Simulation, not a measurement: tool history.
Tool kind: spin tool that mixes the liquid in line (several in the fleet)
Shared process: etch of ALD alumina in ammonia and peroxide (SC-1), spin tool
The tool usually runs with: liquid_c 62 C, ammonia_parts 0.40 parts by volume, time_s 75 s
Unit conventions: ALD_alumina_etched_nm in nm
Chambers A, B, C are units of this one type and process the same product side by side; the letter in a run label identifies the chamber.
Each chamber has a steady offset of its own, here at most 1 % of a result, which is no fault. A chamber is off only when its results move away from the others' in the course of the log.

run,hour,liquid_c,ammonia_parts,time_s,"read-back film thickness of the ALD alumina reference wafer, read on the same gauge (nm)",ALD_alumina_etched_nm
1B,6.3,62,0.40,75,50.016,7.6358
2C,14.6,62,0.40,75,50.044,7.6401
3A,22.5,62,0.40,75,50.039,7.6238
4B,30.6,62,0.40,75,50.052,7.5938
5A,34.8,62,0.40,75,49.971,7.6755
6C,38.8,62,0.40,75,50.040,7.6579
7B,45.0,62,0.40,75,49.971,7.6489
8C,53.5,70,0.25,75,50.037,10.7790
9A,62.8,70,0.25,75,50.029,10.9290
10A,71.0,70,0.25,75,50.047,10.9220
11C,79.4,62,0.40,75,49.974,7.5737
12B,85.0,62,0.40,75,49.993,7.6396
13B,93.1,62,0.40,75,50.034,7.6000
14C,101.2,62,0.40,75,50.016,7.5801
15A,106.3,62,0.40,75,50.015,7.5805
16C,111.7,62,0.40,75,50.011,7.5272
17B,120.8,62,0.40,75,50.019,7.6517
18A,126.7,62,0.40,75,50.053,7.6468
19B,133.5,62,0.40,75,50.000,7.6157
20C,137.5,62,0.40,75,49.992,7.5047
21A,143.9,62,0.40,75,49.980,7.7304
# hour 147.1: chamber C: new drum of ammonia solution connected
22A,149.5,62,0.40,75,50.012,7.6854
23B,156.5,62,0.40,75,50.012,7.6126
24C,162.4,70,0.40,110,49.977,16.2850
25B,170.4,70,0.40,110,49.997,16.6850
26A,177.8,70,0.40,110,50.035,16.6670
27C,184.4,62,0.40,75,49.966,7.4466
28A,193.7,62,0.40,75,50.010,7.6557
29B,202.2,62,0.40,75,49.980,7.5698
30C,207.7,62,0.40,75,50.040,7.4023
31A,215.9,62,0.40,75,50.040,7.6966
# hour 216.2: chamber C: thermometer replaced
32B,222.0,62,0.40,75,50.007,7.6037
33C,230.6,62,0.40,75,49.993,7.3996
34A,235.2,67,0.40,110,49.957,14.3910
35C,244.3,67,0.40,110,50.007,13.7910
# hour 246.2: chamber B: ammonia flow meter replaced
36B,248.8,67,0.40,110,50.002,14.2850
37A,254.7,62,0.50,55,50.014,5.7750
38C,262.5,62,0.50,55,49.948,5.4738
39B,267.1,62,0.50,55,50.010,5.6968
40B,274.4,62,0.40,75,50.012,7.5829
41C,283.6,62,0.40,75,50.021,7.3005

Has any chamber moved away from the others, gradually or after a service, or does the common gauge drift, or do the chambers differ only by their own small steady offsets? State the chamber and the most likely cause if one applies.

Little by little, chamber C moves away from the other chambers.
Cause: temperature lost on the way to the wafer (K) = 0.963.

Below are 4 candidate recipes for chamber C's next run, each the usual settings with a change, their results shown as question marks. Which of them brings C's results back in line with what the other chambers give on the usual settings?
Allowed miss from the other chambers' usual-settings mean, per result, to count as in line: ALD_alumina_etched_nm 0.1100 nm
42C-1,290.3,62,0.35,75,,?
42C-2,290.3,62,0.25,75,,?
42C-3,290.3,63,0.40,75,,?
42C-4,290.3,62,0.45,75,,?

What the other chambers average on the usual settings: ALD_alumina_etched_nm 7.6315 nm
run,ALD_alumina_etched_nm
42C-1,7.2073
42C-2,6.9764
42C-3,7.6811
42C-4,7.3835
Change 42C-3 lands the chamber within the allowed miss of the other chambers.
